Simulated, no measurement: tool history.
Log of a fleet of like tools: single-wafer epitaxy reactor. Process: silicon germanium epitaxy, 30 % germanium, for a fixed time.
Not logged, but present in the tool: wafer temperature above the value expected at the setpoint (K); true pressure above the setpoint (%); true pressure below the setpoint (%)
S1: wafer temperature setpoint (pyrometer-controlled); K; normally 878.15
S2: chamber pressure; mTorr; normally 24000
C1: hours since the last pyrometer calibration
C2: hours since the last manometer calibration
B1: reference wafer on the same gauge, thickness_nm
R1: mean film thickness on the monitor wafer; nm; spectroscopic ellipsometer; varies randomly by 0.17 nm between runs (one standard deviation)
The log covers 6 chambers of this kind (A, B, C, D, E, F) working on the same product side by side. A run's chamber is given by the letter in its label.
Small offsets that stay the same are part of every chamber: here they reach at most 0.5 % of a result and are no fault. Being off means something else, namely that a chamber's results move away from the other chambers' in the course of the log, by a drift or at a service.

run	day	S1	S2	C1	C2	B1	R1
# day 0.254: chamber C: capacitance manometer re-zeroed and calibrated
1C	0.300	878.15	24000	21.5	1.2	64.322	69.957
2E	0.550	878.15	24000	772.4	229.7	64.294	69.680
3F	0.696	878.15	24000	2588.3	1809.5	64.312	69.484
4B	0.933	878.15	24000	1739.1	32.3	64.266	69.666
5A	1.158	878.15	24000	101.3	649.6	64.236	69.359
6D	1.425	878.15	24000	348.5	2940.6	64.261	69.728
7A	1.650	878.15	28400	113.1	661.4	64.295	74.391
8E	1.938	878.15	28400	805.7	263.0	64.293	74.846
9F	2.225	878.15	28400	2625.0	1846.2	64.285	74.286
# day 2.479: chamber F: pyrometer calibrated
10C	2.521	878.15	28400	74.8	54.5	64.251	74.493
11D	2.750	878.15	28400	380.3	2972.4	64.293	74.285
12B	2.883	878.15	28400	1785.9	79.1	64.273	74.328
13A	3.188	878.15	24000	150.0	698.3	64.288	69.677
# day 3.229: chamber D: capacitance manometer re-zeroed and calibrated
# day 3.388: chamber F: capacitance manometer re-zeroed and calibrated
14C	3.404	878.15	24000	96.0	75.7	64.313	69.762
15D	3.558	878.15	24000	399.7	7.9	64.269	69.845
16B	3.817	887.15	24000	1808.3	101.5	64.278	81.608
17E	3.950	887.15	24000	854.0	311.3	64.274	81.766
18F	4.175	887.15	24000	40.7	18.9	64.273	81.467
19E	4.350	887.15	24000	863.6	320.9	64.317	81.945
20C	4.604	887.15	24000	124.8	104.5	64.287	81.550
21D	4.750	887.15	24000	428.3	36.5	64.309	81.752
22F	4.938	892.15	24000	59.0	37.2	64.309	88.634
23A	5.212	892.15	24000	198.6	746.9	64.309	89.518
24B	5.483	892.15	24000	1848.3	141.5	64.321	88.809
25A	5.700	892.15	24000	210.3	758.6	64.284	89.412
26B	5.992	892.15	24000	1860.5	153.7	64.314	88.936
27F	6.225	892.15	24000	89.9	68.1	64.272	89.264
28E	6.462	878.15	24000	914.3	371.6	64.288	69.721
29C	6.608	878.15	24000	172.9	152.6	64.279	69.791
30D	6.867	878.15	24000	479.1	87.3	64.314	69.720
31B	7.038	878.15	24000	1885.6	178.8	64.273	69.693
32D	7.200	878.15	24000	487.1	95.3	64.334	69.629
33E	7.329	884.15	24000	935.1	392.4	64.315	77.572
34A	7.579	884.15	24000	255.4	803.7	64.326	77.585
35C	7.738	884.15	24000	200.0	179.7	64.285	78.040
36F	7.975	884.15	24000	131.9	110.1	64.346	77.321
37B	8.154	884.15	24000	1912.4	205.6	64.259	77.526
38D	8.358	884.15	24000	514.9	123.1	64.278	77.399
39A	8.496	878.15	24000	277.4	825.7	64.297	69.635
40C	8.771	878.15	24000	224.8	204.5	64.284	69.792

What goes on in this fleet: one chamber off, a drifting gauge, or nothing beyond the chambers' own small offsets? Name the chamber and the cause, if any.

Beyond each chamber's small constant offset nothing stands out, and the gauge stays steady.
